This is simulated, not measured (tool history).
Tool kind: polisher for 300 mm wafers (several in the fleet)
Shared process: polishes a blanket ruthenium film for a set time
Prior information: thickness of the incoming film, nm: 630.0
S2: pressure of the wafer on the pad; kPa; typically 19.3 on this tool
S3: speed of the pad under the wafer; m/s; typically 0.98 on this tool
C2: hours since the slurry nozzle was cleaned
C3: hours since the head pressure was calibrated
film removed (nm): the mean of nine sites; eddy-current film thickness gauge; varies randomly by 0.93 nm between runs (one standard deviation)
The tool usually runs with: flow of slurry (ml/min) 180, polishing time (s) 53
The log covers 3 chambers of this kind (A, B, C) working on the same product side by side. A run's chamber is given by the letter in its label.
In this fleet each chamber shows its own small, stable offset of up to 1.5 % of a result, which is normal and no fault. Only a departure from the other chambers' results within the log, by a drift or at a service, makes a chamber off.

{"run": "1A", "day": 0.2, "flow of slurry (ml/min)": 180, "S2": 19.3, "S3": 0.98, "polishing time (s)": 53, "wafers polished on this pad": 593, "C2": 188.9, "C3": 433.9, "film removed (nm)": 69.389}
{"run": "2C", "day": 0.362, "flow of slurry (ml/min)": 180, "S2": 19.3, "S3": 0.98, "polishing time (s)": 53, "wafers polished on this pad": 291, "C2": 441.4, "C3": 307.1, "film removed (nm)": 71.281}
{"run": "3B", "day": 0.575, "flow of slurry (ml/min)": 180, "S2": 19.3, "S3": 0.98, "polishing time (s)": 53, "wafers polished on this pad": 421, "C2": 463.1, "C3": 317.3, "film removed (nm)": 69.846}
{"run": "4B", "day": 0.696, "flow of slurry (ml/min)": 180, "S2": 19.3, "S3": 0.98, "polishing time (s)": 53, "wafers polished on this pad": 454, "C2": 466.0, "C3": 320.2, "film removed (nm)": 70.309}
{"day": 0.879, "done": "chamber B: worn pad replaced by a new one"}
{"day": 0.883, "done": "chamber A: worn pad replaced by a new one"}
{"run": "5A", "day": 0.921, "flow of slurry (ml/min)": 180, "S2": 19.3, "S3": 0.98, "polishing time (s)": 53, "wafers polished on this pad": 11, "C2": 206.2, "C3": 451.2, "film removed (nm)": 69.82}
{"run": "6C", "day": 1.042, "flow of slurry (ml/min)": 180, "S2": 19.3, "S3": 0.98, "polishing time (s)": 53, "wafers polished on this pad": 478, "C2": 457.7, "C3": 323.4, "film removed (nm)": 73.189}
{"run": "7B", "day": 1.267, "flow of slurry (ml/min)": 180, "S2": 19.3, "S3": 0.98, "polishing time (s)": 53, "wafers polished on this pad": 107, "C2": 479.7, "C3": 333.9, "film removed (nm)": 71.304}
{"run": "8A", "day": 1.517, "flow of slurry (ml/min)": 180, "S2": 19.3, "S3": 0.98, "polishing time (s)": 53, "wafers polished on this pad": 175, "C2": 220.5, "C3": 465.5, "film removed (nm)": 70.615}
{"day": 1.679, "done": "chamber C: worn pad replaced by a new one"}
{"run": "9C", "day": 1.729, "flow of slurry (ml/min)": 180, "S2": 19.3, "S3": 0.98, "polishing time (s)": 53, "wafers polished on this pad": 14, "C2": 474.2, "C3": 339.9, "film removed (nm)": 72.59}
{"run": "10A", "day": 1.896, "flow of slurry (ml/min)": 180, "S2": 19.3, "S3": 0.98, "polishing time (s)": 53, "wafers polished on this pad": 280, "C2": 229.6, "C3": 474.6, "film removed (nm)": 69.066}
{"run": "11B", "day": 2.062, "flow of slurry (ml/min)": 180, "S2": 19.3, "S3": 0.98, "polishing time (s)": 53, "wafers polished on this pad": 326, "C2": 498.8, "C3": 353.0, "film removed (nm)": 69.179}
{"run": "12C", "day": 2.221, "flow of slurry (ml/min)": 180, "S2": 19.3, "S3": 0.98, "polishing time (s)": 53, "wafers polished on this pad": 150, "C2": 486.0, "C3": 351.7, "film removed (nm)": 72.234}
{"run": "13C", "day": 2.421, "flow of slurry (ml/min)": 180, "S2": 19.3, "S3": 0.98, "polishing time (s)": 53, "wafers polished on this pad": 205, "C2": 490.8, "C3": 356.5, "film removed (nm)": 70.384}
{"run": "14B", "day": 2.546, "flow of slurry (ml/min)": 180, "S2": 19.3, "S3": 0.98, "polishing time (s)": 53, "wafers polished on this pad": 460, "C2": 510.4, "C3": 364.6, "film removed (nm)": 71.542}
{"run": "15A", "day": 2.671, "flow of slurry (ml/min)": 180, "S2": 19.3, "S3": 0.98, "polishing time (s)": 53, "wafers polished on this pad": 493, "C2": 248.2, "C3": 493.2, "film removed (nm)": 71.143}
{"run": "16B", "day": 2.792, "flow of slurry (ml/min)": 180, "S2": 19.3, "S3": 0.98, "polishing time (s)": 53, "wafers polished on this pad": 528, "C2": 516.3, "C3": 370.5, "film removed (nm)": 69.744}
{"day": 2.808, "done": "chamber B: worn pad replaced by a new one"}
{"run": "17A", "day": 3.033, "flow of slurry (ml/min)": 180, "S2": 19.3, "S3": 0.98, "polishing time (s)": 53, "wafers polished on this pad": 593, "C2": 256.9, "C3": 501.9, "film removed (nm)": 71.393}
{"run": "18C", "day": 3.175, "flow of slurry (ml/min)": 180, "S2": 19.3, "S3": 0.98, "polishing time (s)": 53, "wafers polished on this pad": 413, "C2": 508.9, "C3": 374.6, "film removed (nm)": 71.227}
{"run": "19C", "day": 3.438, "flow of slurry (ml/min)": 180, "S2": 19.3, "S3": 0.98, "polishing time (s)": 53, "wafers polished on this pad": 486, "C2": 515.2, "C3": 380.9, "film removed (nm)": 71.715}
{"run": "20B", "day": 3.629, "flow of slurry (ml/min)": 180, "S2": 19.3, "S3": 0.98, "polishing time (s)": 53, "wafers polished on this pad": 226, "C2": 536.4, "C3": 390.6, "film removed (nm)": 67.588}
{"day": 3.675, "done": "chamber A: worn pad replaced by a new one"}
{"run": "21A", "day": 3.804, "flow of slurry (ml/min)": 180, "S2": 19.3, "S3": 0.98, "polishing time (s)": 53, "wafers polished on this pad": 36, "C2": 275.4, "C3": 520.4, "film removed (nm)": 69.439}
{"run": "22B", "day": 3.946, "flow of slurry (ml/min)": 180, "S2": 19.3, "S3": 0.98, "polishing time (s)": 53, "wafers polished on this pad": 314, "C2": 544.0, "C3": 398.2, "film removed (nm)": 70.912}
{"run": "23A", "day": 4.192, "flow of slurry (ml/min)": 180, "S2": 19.3, "S3": 0.98, "polishing time (s)": 53, "wafers polished on this pad": 143, "C2": 284.7, "C3": 529.7, "film removed (nm)": 70.756}
{"run": "24C", "day": 4.408, "flow of slurry (ml/min)": 180, "S2": 19.3, "S3": 0.98, "polishing time (s)": 53, "wafers polished on this pad": 753, "C2": 538.5, "C3": 404.2, "film removed (nm)": 71.662}
{"day": 4.492, "done": "chamber B: head pressure recalibrated"}
{"run": "25B", "day": 4.542, "flow of slurry (ml/min)": 180, "S2": 19.3, "S3": 0.98, "polishing time (s)": 53, "wafers polished on this pad": 478, "C2": 558.3, "C3": 1.3, "film removed (nm)": 67.406}
{"day": 4.671, "done": "chamber C: worn pad replaced by a new one"}
{"run": "26A", "day": 4.7, "flow of slurry (ml/min)": 180, "S2": 19.3, "S3": 0.98, "polishing time (s)": 53, "wafers polished on this pad": 283, "C2": 296.9, "C3": 541.9, "film removed (nm)": 70.578}
{"run": "27C", "day": 4.842, "flow of slurry (ml/min)": 180, "S2": 19.3, "S3": 0.98, "polishing time (s)": 53, "wafers polished on this pad": 47, "C2": 548.9, "C3": 414.6, "film removed (nm)": 69.778}
{"day": 4.867, "done": "chamber B: worn pad replaced by a new one"}
{"run": "28C", "day": 5.021, "flow of slurry (ml/min)": 180, "S2": 19.3, "S3": 0.98, "polishing time (s)": 53, "wafers polished on this pad": 96, "C2": 553.2, "C3": 418.9, "film removed (nm)": 71.928}
{"run": "29A", "day": 5.167, "flow of slurry (ml/min)": 180, "S2": 19.3, "S3": 0.98, "polishing time (s)": 53, "wafers polished on this pad": 412, "C2": 308.1, "C3": 553.1, "film removed (nm)": 68.56}
{"run": "30B", "day": 5.412, "flow of slurry (ml/min)": 180, "S2": 19.3, "S3": 0.98, "polishing time (s)": 53, "wafers polished on this pad": 151, "C2": 579.2, "C3": 22.2, "film removed (nm)": 69.257}
{"run": "31A", "day": 5.617, "flow of slurry (ml/min)": 180, "S2": 19.3, "S3": 0.98, "polishing time (s)": 53, "wafers polished on this pad": 536, "C2": 318.9, "C3": 563.9, "film removed (nm)": 70.766}
{"run": "32B", "day": 5.792, "flow of slurry (ml/min)": 180, "S2": 19.3, "S3": 0.98, "polishing time (s)": 53, "wafers polished on this pad": 256, "C2": 588.3, "C3": 31.3, "film removed (nm)": 69.778}
{"run": "33C", "day": 5.962, "flow of slurry (ml/min)": 180, "S2": 19.3, "S3": 0.98, "polishing time (s)": 53, "wafers polished on this pad": 356, "C2": 575.8, "C3": 441.5, "film removed (nm)": 71.649}
{"run": "34C", "day": 6.217, "flow of slurry (ml/min)": 180, "S2": 19.3, "S3": 0.98, "polishing time (s)": 53, "wafers polished on this pad": 426, "C2": 581.9, "C3": 447.6, "film removed (nm)": 72.281}
{"run": "35B", "day": 6.404, "flow of slurry (ml/min)": 180, "S2": 19.3, "S3": 0.98, "polishing time (s)": 53, "wafers polished on this pad": 425, "C2": 603.0, "C3": 46.0, "film removed (nm)": 68.611}
{"run": "36A", "day": 6.667, "flow of slurry (ml/min)": 180, "S2": 19.3, "S3": 0.98, "polishing time (s)": 53, "wafers polished on this pad": 826, "C2": 344.1, "C3": 589.1, "film removed (nm)": 71.781}
{"run": "37A", "day": 6.788, "flow of slurry (ml/min)": 180, "S2": 19.3, "S3": 1.12, "polishing time (s)": 70, "wafers polished on this pad": 859, "C2": 347.0, "C3": 592.0, "film removed (nm)": 104.7}
{"day": 6.933, "done": "chamber B: worn pad replaced by a new one"}
{"run": "38B", "day": 7.058, "flow of slurry (ml/min)": 180, "S2": 19.3, "S3": 1.12, "polishing time (s)": 70, "wafers polished on this pad": 35, "C2": 618.7, "C3": 61.7, "film removed (nm)": 105.9}

Does one chamber stand apart from the rest, does the shared gauge drift, or is all well apart from small per-chamber offsets? Give the chamber and the most likely cause, where there is one.

Neither any chamber nor the gauge drifts; the chambers differ only by their own small, steady offsets.
